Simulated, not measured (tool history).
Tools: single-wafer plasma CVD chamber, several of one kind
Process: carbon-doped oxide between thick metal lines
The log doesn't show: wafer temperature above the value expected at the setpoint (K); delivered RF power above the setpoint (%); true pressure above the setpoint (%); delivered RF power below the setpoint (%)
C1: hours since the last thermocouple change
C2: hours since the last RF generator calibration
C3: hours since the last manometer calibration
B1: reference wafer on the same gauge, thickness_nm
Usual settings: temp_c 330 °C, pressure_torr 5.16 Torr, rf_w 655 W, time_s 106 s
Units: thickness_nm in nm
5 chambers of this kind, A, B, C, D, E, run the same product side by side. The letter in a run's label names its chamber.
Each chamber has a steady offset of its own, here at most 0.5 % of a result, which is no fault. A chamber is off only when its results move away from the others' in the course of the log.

Run 1A, hour 6.4: usual settings; C1 1980.8; C2 841.8; C3 1348.7; B1 543.80. Result: thickness_nm 667.62 nm.
Run 2D, hour 12.5: usual settings; C1 2260.1; C2 1538.2; C3 531.2; B1 543.12. Result: thickness_nm 667.26 nm.
Run 3B, hour 18.9: usual settings; C1 1227.2; C2 546.3; C3 770.9; B1 542.98. Result: thickness_nm 678.15 nm.
Run 4E, hour 30.1: usual settings; C1 288.0; C2 1120.4; C3 509.6; B1 543.32. Result: thickness_nm 670.91 nm.
Run 5C, hour 41.9: usual settings; C1 731.2; C2 648.7; C3 1811.7; B1 542.95. Result: thickness_nm 669.70 nm.
Run 6E, hour 51.0: usual settings; C1 308.9; C2 1141.3; C3 530.5; B1 542.22. Result: thickness_nm 671.74 nm.
Run 7A, hour 62.0: usual settings; C1 2036.4; C2 897.4; C3 1404.3; B1 543.04. Result: thickness_nm 670.42 nm.
Run 8B, hour 68.4: usual settings; C1 1276.7; C2 595.8; C3 820.4; B1 543.32. Result: thickness_nm 671.27 nm.
Run 9D, hour 77.0: usual settings; C1 2324.6; C2 1602.7; C3 595.7; B1 543.30. Result: thickness_nm 668.08 nm.
Run 10C, hour 88.2: usual settings; C1 777.5; C2 695.0; C3 1858.0; B1 543.40. Result: thickness_nm 666.43 nm.
Run 11A, hour 97.9: usual settings; C1 2072.3; C2 933.3; C3 1440.2; B1 542.50. Result: thickness_nm 670.48 nm.
Run 12B, hour 103.5: usual settings; C1 1311.8; C2 630.9; C3 855.5; B1 543.25. Result: thickness_nm 672.37 nm.
Run 13D, hour 111.6: usual settings; C1 2359.2; C2 1637.3; C3 630.3; B1 542.26. Result: thickness_nm 669.82 nm.
Run 14C, hour 121.6: usual settings; C1 810.9; C2 728.4; C3 1891.4; B1 543.12. Result: thickness_nm 673.55 nm.
Run 15E, hour 128.3: usual settings but pressure_torr 4.46 Torr; C1 386.2; C2 1218.6; C3 607.8; B1 543.03. Result: thickness_nm 655.15 nm.
Run 16D, hour 134.5: usual settings but pressure_torr 4.46 Torr; C1 2382.1; C2 1660.2; C3 653.2; B1 543.52. Result: thickness_nm 649.77 nm.
Run 17A, hour 140.1: usual settings but pressure_torr 4.46 Torr; C1 2114.5; C2 975.5; C3 1482.4; B1 543.35. Result: thickness_nm 651.97 nm.
Run 18C, hour 148.4: usual settings but pressure_torr 4.46 Torr; C1 837.7; C2 755.2; C3 1918.2; B1 543.00. Result: thickness_nm 656.82 nm.
Run 19B, hour 154.4: usual settings but pressure_torr 4.46 Torr; C1 1362.7; C2 681.8; C3 906.4; B1 543.20. Result: thickness_nm 654.96 nm.
Run 20E, hour 164.9: usual settings; C1 422.8; C2 1255.2; C3 644.4; B1 542.58. Result: thickness_nm 672.62 nm.
Run 21C, hour 172.0: usual settings; C1 861.3; C2 778.8; C3 1941.8; B1 543.48. Result: thickness_nm 667.89 nm.
At hour 178.0: chamber B: thermocouple changed; heater temperature recalibrated.
Run 22D, hour 181.0: usual settings; C1 2428.6; C2 1706.7; C3 699.7; B1 543.29. Result: thickness_nm 668.15 nm.
Run 23E, hour 191.7: usual settings but temp_c 316 °C, rf_w 700 W; C1 449.6; C2 1282.0; C3 671.2; B1 543.35. Result: thickness_nm 727.49 nm.
At hour 193.4: chamber C: capacitance manometer re-zeroed and calibrated.
Run 24B, hour 201.8: usual settings but temp_c 316 °C, rf_w 700 W; C1 23.8; C2 729.2; C3 953.8; B1 543.03. Result: thickness_nm 731.81 nm.
Run 25A, hour 210.0: usual settings but temp_c 316 °C, rf_w 700 W; C1 2184.4; C2 1045.4; C3 1552.3; B1 543.86. Result: thickness_nm 727.44 nm.
Run 26C, hour 220.1: usual settings but temp_c 316 °C, rf_w 700 W; C1 909.4; C2 826.9; C3 26.8; B1 543.43. Result: thickness_nm 728.18 nm.
Run 27B, hour 225.4: usual settings but temp_c 316 °C, rf_w 700 W; C1 47.4; C2 752.8; C3 977.4; B1 542.75. Result: thickness_nm 727.88 nm.
Run 28D, hour 231.1: usual settings; C1 2478.7; C2 1756.8; C3 749.8; B1 543.03. Result: thickness_nm 667.17 nm.
Run 29A, hour 240.0: usual settings but rf_w 760 W; C1 2214.4; C2 1075.4; C3 1582.3; B1 542.38. Result: thickness_nm 728.10 nm.
Run 30E, hour 250.6: usual settings but rf_w 760 W; C1 508.5; C2 1340.9; C3 730.1; B1 542.52. Result: thickness_nm 736.83 nm.
Run 31C, hour 261.6: usual settings but rf_w 760 W; C1 950.9; C2 868.4; C3 68.3; B1 543.07. Result: thickness_nm 732.91 nm.
Run 32A, hour 270.9: usual settings but rf_w 760 W; C1 2245.3; C2 1106.3; C3 1613.2; B1 543.25. Result: thickness_nm 728.27 nm.
Run 33D, hour 282.4: usual settings but rf_w 760 W; C1 2530.0; C2 1808.1; C3 801.1; B1 542.87. Result: thickness_nm 730.98 nm.

Is one chamber off against the others, does the gauge drift, or is nothing wrong? If a chamber is off, say which, and what the likeliest cause is.

No chamber stands off beyond its own small offset, and the gauge holds steady.
